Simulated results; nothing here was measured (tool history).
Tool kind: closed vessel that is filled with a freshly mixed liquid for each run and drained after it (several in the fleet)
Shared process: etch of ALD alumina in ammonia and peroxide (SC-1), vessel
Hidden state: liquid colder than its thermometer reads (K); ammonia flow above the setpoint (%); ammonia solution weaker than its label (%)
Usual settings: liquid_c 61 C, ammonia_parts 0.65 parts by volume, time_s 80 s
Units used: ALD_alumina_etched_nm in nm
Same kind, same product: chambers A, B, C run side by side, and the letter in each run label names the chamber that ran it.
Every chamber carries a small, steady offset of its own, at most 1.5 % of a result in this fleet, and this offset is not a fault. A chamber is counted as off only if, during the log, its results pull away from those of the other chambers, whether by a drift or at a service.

run	day	liquid_c	ammonia_parts	time_s	hours since the thermometer was replaced	hours since the ammonia flow meter was replaced	hours since the drum of ammonia solution was connected	read-back film thickness of the ALD alumina reference wafer, read on the same gauge (nm)	ALD_alumina_etched_nm
1C	0.229	61	0.65	80	2550	523.4	334.1	130	5.6271
2B	0.412	61	0.65	80	330.5	215.4	631	130.02	5.6408
3A	0.621	61	0.65	80	300.3	289.1	184.5	129.99	5.6904
4A	0.771	61	0.65	80	303.9	292.7	188.1	129.99	5.6392
5B	0.904	61	0.8	50	342.3	227.2	642.8	130.02	3.6795
6C	1.096	61	0.8	50	2570.8	544.2	354.9	129.99	3.5047
7B	1.212	61	0.8	50	349.7	234.6	650.2	130	3.6417
8A	1.312	61	0.65	80	316.9	305.7	201.1	130	5.5508
9C	1.479	68	0.85	80	2580	553.4	364.1	130	8.1649
10B	1.583	68	0.85	80	358.6	243.5	659.1	130	8.3967
11A	1.683	68	0.85	80	325.8	314.6	210	130	8.021
12C	1.888	61	0.65	80	2589.8	563.2	373.9	130.01	5.5033
13B	2.008	61	0.65	80	368.8	253.7	669.3	130	5.7425
14A	2.179	61	0.65	80	337.7	326.5	221.9	129.98	5.4996
15C	2.358	61	0.65	80	2601.1	574.5	385.2	129.98	5.6306
16C	2.483	61	0.65	80	2604.1	577.5	388.2	130	5.6088
17A	2.708	61	0.65	80	350.4	339.2	234.6	130.01	5.366
18B	2.867	61	0.65	80	389.4	274.3	689.9	129.98	5.6983
19A	2.992	61	0.65	80	357.2	346	241.4	129.99	5.3997
20B	3.158	61	0.65	80	396.4	281.3	696.9	129.98	5.7316
21C	3.371	61	0.65	80	2625.4	598.8	409.5	130.01	5.6004
22B	3.538	61	0.65	80	405.5	290.4	706	130.01	5.6026
23C	3.758	61	0.65	80	2634.7	608.1	418.8	129.99	5.5614
24A	3.975	61	0.65	80	380.8	369.6	265	130.02	5.2452
25C	4.171	61	0.65	80	2644.6	618	428.7	130	5.5965
26B	4.275	61	0.65	80	423.2	308.1	723.7	130.02	5.6748
27A	4.408	61	0.65	80	391.2	380	275.4	130.01	5.2184
28C	4.608	61	0.65	80	2655.1	628.5	439.2	129.98	5.5695
29A	4.725	61	0.65	80	398.8	387.6	283	130	5.2259
30B	4.846	61	0.65	80	436.9	321.8	737.4	130.01	5.7452
31B	5.067	61	0.65	80	442.2	327.1	742.7	129.97	5.7068
32A	5.171	61	0.65	80	409.5	398.3	293.7	129.99	5.2228
33C	5.375	66.5	0.65	120	2673.5	646.9	457.6	129.99	11.026

Does one chamber stand apart from the rest, does the shared gauge drift, or is all well apart from small per-chamber offsets? Give the chamber and the most likely cause, where there is one.

It is chamber A that slowly wanders off from its peers.
Most likely cause: liquid colder than its thermometer reads (K) = 1.89.

Which of the 4 candidates below, each the usual settings with something changed and its results left as question marks, puts chamber A back in line with what the other chambers give on the usual settings?
In-line tolerance around the mean of the other chambers on the usual settings: ALD_alumina_etched_nm 0.17 nm
34A-1	5.538	60.5	0.65	75					?
34A-2	5.538	61.5	0.65	80					?
34A-3	5.538	63	0.65	80					?
34A-4	5.538	61	0.4	80					?

The mean the other chambers reach with the usual settings: ALD_alumina_etched_nm 5.6408 nm
run	ALD_alumina_etched_nm
34A-1	4.7226
34A-2	5.3018
34A-3	5.7251
34A-4	4.9369
The answer is 34A-3, which returns the chamber to within the allowed miss of the others.

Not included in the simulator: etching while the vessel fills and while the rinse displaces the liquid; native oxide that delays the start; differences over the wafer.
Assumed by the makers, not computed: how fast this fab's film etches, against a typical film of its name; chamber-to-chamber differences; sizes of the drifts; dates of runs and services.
